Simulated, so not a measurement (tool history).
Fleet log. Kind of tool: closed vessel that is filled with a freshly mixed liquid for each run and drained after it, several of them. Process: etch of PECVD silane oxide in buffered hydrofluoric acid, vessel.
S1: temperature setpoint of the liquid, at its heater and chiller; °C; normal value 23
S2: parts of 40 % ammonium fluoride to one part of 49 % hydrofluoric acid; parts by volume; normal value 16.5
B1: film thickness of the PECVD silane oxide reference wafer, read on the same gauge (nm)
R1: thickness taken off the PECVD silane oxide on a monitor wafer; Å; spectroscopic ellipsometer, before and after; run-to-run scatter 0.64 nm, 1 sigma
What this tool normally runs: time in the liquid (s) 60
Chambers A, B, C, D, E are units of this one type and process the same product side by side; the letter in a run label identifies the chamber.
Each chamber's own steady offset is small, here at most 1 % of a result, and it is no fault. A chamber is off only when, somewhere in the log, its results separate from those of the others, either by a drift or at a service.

Run 1B, hour 8.1: usual settings; B1 90.022. Result: R1 669.27 Å.
Run 2C, hour 21.2: usual settings; B1 90.055. Result: R1 676.64 Å.
Run 3D, hour 32.8: usual settings; B1 90.004. Result: R1 687.52 Å.
Run 4A, hour 42.5: usual settings; B1 90.025. Result: R1 696.97 Å.
Run 5E, hour 50.7: usual settings; B1 89.979. Result: R1 689.63 Å.
Run 6A, hour 61.2: usual settings; B1 90. Result: R1 688.97 Å.
At hour 62.8: chamber D: hydrofluoric acid flow meter replaced.
Run 7B, hour 69.9: usual settings; B1 90.033. Result: R1 674.27 Å.
Run 8C, hour 75.6: usual settings; B1 89.963. Result: R1 690.35 Å.
Run 9E, hour 87.4: usual settings but S1 20 °C; B1 89.955. Result: R1 574.01 Å.
Run 10D, hour 95: usual settings but S1 20 °C; B1 90. Result: R1 572.12 Å.
Run 11C, hour 101.6: usual settings but S1 20 °C; B1 89.99. Result: R1 586.47 Å.
Run 12B, hour 111.1: usual settings but S1 20 °C; B1 89.937. Result: R1 574.41 Å.
Run 13D, hour 124: usual settings but S1 20 °C; B1 89.993. Result: R1 576 Å.
At hour 135.1: chamber E: thermometer replaced.
Run 14A, hour 135.5: usual settings but S1 19.5 °C, S2 19.5 parts by volume; B1 90.022. Result: R1 483.9 Å.
Run 15E, hour 148.1: usual settings but S1 19.5 °C, S2 19.5 parts by volume; B1 89.959. Result: R1 477.04 Å.
Run 16A, hour 160.1: usual settings but S1 19.5 °C, S2 19.5 parts by volume; B1 90.021. Result: R1 485.22 Å.
Run 17D, hour 171.5: usual settings but S1 19.5 °C, S2 19.5 parts by volume; B1 90.013. Result: R1 480.02 Å.
At hour 181.3: chamber B: thermometer replaced.
Run 18B, hour 182.3: usual settings but S1 19.5 °C, S2 19.5 parts by volume; B1 90.009. Result: R1 476.39 Å.
Run 19C, hour 192.4: usual settings; B1 90.01. Result: R1 714.63 Å.
Run 20E, hour 199.1: usual settings; B1 90.017. Result: R1 690.66 Å.
Run 21D, hour 211.3: usual settings; B1 90.019. Result: R1 675.48 Å.
Run 22E, hour 222.7: usual settings; B1 89.995. Result: R1 689.44 Å.
Run 23C, hour 232.4: usual settings; B1 90.023. Result: R1 711.39 Å.
Run 24A, hour 241.9: usual settings but S1 25.5 °C; B1 89.984. Result: R1 800.33 Å.
Run 25B, hour 252.7: usual settings but S1 25.5 °C; B1 89.986. Result: R1 786.58 Å.
Run 26C, hour 261.8: usual settings but S1 25.5 °C; B1 90.027. Result: R1 830.12 Å.
Run 27E, hour 273.2: usual settings but S1 25.5 °C; B1 89.984. Result: R1 787.98 Å.
At hour 282.4: chamber A: hydrofluoric acid flow meter replaced.
Run 28D, hour 285.4: usual settings but S1 25.5 °C; B1 90.003. Result: R1 785.68 Å.
Run 29B, hour 297: usual settings; B1 89.996. Result: R1 680.91 Å.
Run 30A, hour 306.4: usual settings but S1 20 °C, time in the liquid (s) 90; B1 89.979. Result: R1 885.89 Å.
Run 31A, hour 312.5: usual settings but S1 20 °C, time in the liquid (s) 90; B1 90.035. Result: R1 880 Å.
Run 32C, hour 318.6: usual settings but S1 20 °C, time in the liquid (s) 90; B1 90.009. Result: R1 946.09 Å.
Run 33E, hour 329.8: usual settings but S1 20 °C, time in the liquid (s) 90; B1 90.038. Result: R1 870.41 Å.
Run 34B, hour 339.8: usual settings but S1 20 °C, time in the liquid (s) 90; B1 90.006. Result: R1 851.8 Å.
Run 35D, hour 346.1: usual settings; B1 90.019. Result: R1 685.29 Å.
Run 36B, hour 356.3: usual settings; B1 89.983. Result: R1 688.4 Å.

Is one chamber out of step, is the gauge drifting, or do the chambers differ by no more than their own small offsets? For an off chamber, give its letter and the likeliest cause.

Little by little, chamber C moves away from the other chambers.
Cause: hydrofluoric acid flow above the setpoint (%) = 8.77.
From this log alone, it may not be told apart from: liquid hotter than its thermometer reads (K).

Chamber C could run next with any of the 4 candidate recipes listed below; each alters the usual settings, and their results appear as question marks. Which one brings its results back in line with what the other chambers deliver on the usual settings?
In line here means within this much of the mean the other chambers give on the usual settings: R1 23 Å
Run 37C-1, hour 365.7: usual settings but time in the liquid (s) 65. Result: R1 ?.
Run 37C-2, hour 365.7: usual settings but time in the liquid (s) 50. Result: R1 ?.
Run 37C-3, hour 365.7: usual settings but S1 23.5 °C, time in the liquid (s) 70. Result: R1 ?.
Run 37C-4, hour 365.7: usual settings but time in the liquid (s) 55. Result: R1 ?.

What the other chambers average on the usual settings: R1 683.99 Å
  run      R1
37C-1  809.54
37C-2  622.73
37C-3  896.07
37C-4     685
Change 37C-4 lands the chamber within the allowed miss of the other chambers.
